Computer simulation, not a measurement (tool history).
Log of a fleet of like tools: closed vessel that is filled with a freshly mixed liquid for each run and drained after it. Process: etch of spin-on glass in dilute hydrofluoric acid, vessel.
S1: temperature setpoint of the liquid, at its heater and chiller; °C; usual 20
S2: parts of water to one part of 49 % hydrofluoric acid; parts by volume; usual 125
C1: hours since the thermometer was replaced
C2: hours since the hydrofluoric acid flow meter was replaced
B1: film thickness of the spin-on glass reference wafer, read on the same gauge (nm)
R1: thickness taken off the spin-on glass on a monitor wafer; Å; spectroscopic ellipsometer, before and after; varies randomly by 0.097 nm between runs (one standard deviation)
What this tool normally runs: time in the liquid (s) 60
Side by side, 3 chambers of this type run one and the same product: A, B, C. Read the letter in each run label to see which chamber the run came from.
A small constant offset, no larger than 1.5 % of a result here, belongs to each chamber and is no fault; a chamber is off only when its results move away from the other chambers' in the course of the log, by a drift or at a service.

run 1A hour=3.6 | S1=20 S2=125 time_in_the_liquid_(s)=60 | C1=1394.9 C2=1972.1 | B1=70.063 | R1=118.44
run 2B hour=10.2 | S1=20 S2=125 time_in_the_liquid_(s)=60 | C1=301.6 C2=330.4 | B1=70.008 | R1=120.45
run 3C hour=16.7 | S1=20 S2=125 time_in_the_liquid_(s)=60 | C1=121 C2=101.1 | B1=70 | R1=117.37
run 4C hour=22.8 | S1=20 S2=125 time_in_the_liquid_(s)=60 | C1=127.1 C2=107.2 | B1=70.046 | R1=116.8
run 5A hour=26.8 | S1=20 S2=125 time_in_the_liquid_(s)=60 | C1=1418.1 C2=1995.3 | B1=69.996 | R1=117.06
run 6B hour=31.7 | S1=20 S2=145 time_in_the_liquid_(s)=60 | C1=323.1 C2=351.9 | B1=69.997 | R1=100.21
run 7C hour=37.4 | S1=20 S2=145 time_in_the_liquid_(s)=60 | C1=141.7 C2=121.8 | B1=70.033 | R1=98.48
run 8A hour=44.1 | S1=20 S2=145 time_in_the_liquid_(s)=60 | C1=1435.4 C2=2012.6 | B1=70.009 | R1=97.654
run 9B hour=50.8 | S1=20 S2=125 time_in_the_liquid_(s)=60 | C1=342.2 C2=371 | B1=69.998 | R1=120.3
run 10C hour=56.7 | S1=20 S2=125 time_in_the_liquid_(s)=60 | C1=161 C2=141.1 | B1=70.003 | R1=117.9
run 11A hour=60.9 | S1=20 S2=125 time_in_the_liquid_(s)=60 | C1=1452.2 C2=2029.4 | B1=69.978 | R1=119.18
run 12B hour=67.3 | S1=20 S2=125 time_in_the_liquid_(s)=60 | C1=358.7 C2=387.5 | B1=69.973 | R1=120.04
run 13B hour=73 | S1=20 S2=125 time_in_the_liquid_(s)=60 | C1=364.4 C2=393.2 | B1=69.933 | R1=120.95
run 14C hour=79 | S1=20 S2=65 time_in_the_liquid_(s)=40 | C1=183.3 C2=163.4 | B1=70.026 | R1=165.25
-- hour=83.4 chamber A: hydrofluoric acid flow meter replaced
run 15A hour=85.4 | S1=20 S2=65 time_in_the_liquid_(s)=40 | C1=1476.7 C2=2.1 | B1=69.977 | R1=163.87
run 16B hour=90.5 | S1=20 S2=65 time_in_the_liquid_(s)=40 | C1=381.9 C2=410.7 | B1=69.967 | R1=169.42
run 17C hour=94.1 | S1=20 S2=125 time_in_the_liquid_(s)=60 | C1=198.4 C2=178.5 | B1=70.024 | R1=118.75
run 18A hour=99.2 | S1=20 S2=145 time_in_the_liquid_(s)=60 | C1=1490.5 C2=15.9 | B1=70.026 | R1=99.613
run 19A hour=105.3 | S1=20 S2=145 time_in_the_liquid_(s)=60 | C1=1496.6 C2=22 | B1=69.977 | R1=99.391
run 20C hour=112 | S1=20 S2=145 time_in_the_liquid_(s)=60 | C1=216.3 C2=196.4 | B1=69.939 | R1=100.06
run 21B hour=118.3 | S1=20 S2=125 time_in_the_liquid_(s)=60 | C1=409.7 C2=438.5 | B1=69.957 | R1=124.31
run 22C hour=122 | S1=17 S2=125 time_in_the_liquid_(s)=95 | C1=226.3 C2=206.4 | B1=70.043 | R1=167.41
run 23A hour=128.5 | S1=17 S2=125 time_in_the_liquid_(s)=95 | C1=1519.8 C2=45.2 | B1=70.042 | R1=161.34
run 24B hour=133.3 | S1=17 S2=125 time_in_the_liquid_(s)=95 | C1=424.7 C2=453.5 | B1=69.962 | R1=176.45
run 25B hour=138.5 | S1=20 S2=125 time_in_the_liquid_(s)=60 | C1=429.9 C2=458.7 | B1=69.991 | R1=127.93
run 26A hour=143.3 | S1=20 S2=125 time_in_the_liquid_(s)=60 | C1=1534.6 C2=60 | B1=70.007 | R1=117.05
run 27C hour=149 | S1=20 S2=125 time_in_the_liquid_(s)=60 | C1=253.3 C2=233.4 | B1=69.965 | R1=118.9
run 28A hour=154.9 | S1=20 S2=125 time_in_the_liquid_(s)=60 | C1=1546.2 C2=71.6 | B1=70.008 | R1=117.95
run 29C hour=159.6 | S1=24 S2=105 time_in_the_liquid_(s)=60 | C1=263.9 C2=244 | B1=70.018 | R1=168.77
run 30B hour=164.4 | S1=24 S2=105 time_in_the_liquid_(s)=60 | C1=455.8 C2=484.6 | B1=69.962 | R1=188.01
run 31C hour=170.9 | S1=24 S2=105 time_in_the_liquid_(s)=60 | C1=275.2 C2=255.3 | B1=69.991 | R1=170.13

For the next run the whole fleet of 3 chambers uses the same settings. Give each chamber's results:
run 32A hour=176.2 | S1=20 S2=125 time_in_the_liquid_(s)=60 | R1=?
run 32B hour=176.2 | S1=20 S2=125 time_in_the_liquid_(s)=60 | R1=?
run 32C hour=176.2 | S1=20 S2=125 time_in_the_liquid_(s)=60 | R1=?

run=32A R1=117.12
run=32B R1=129.65
run=32C R1=119.06
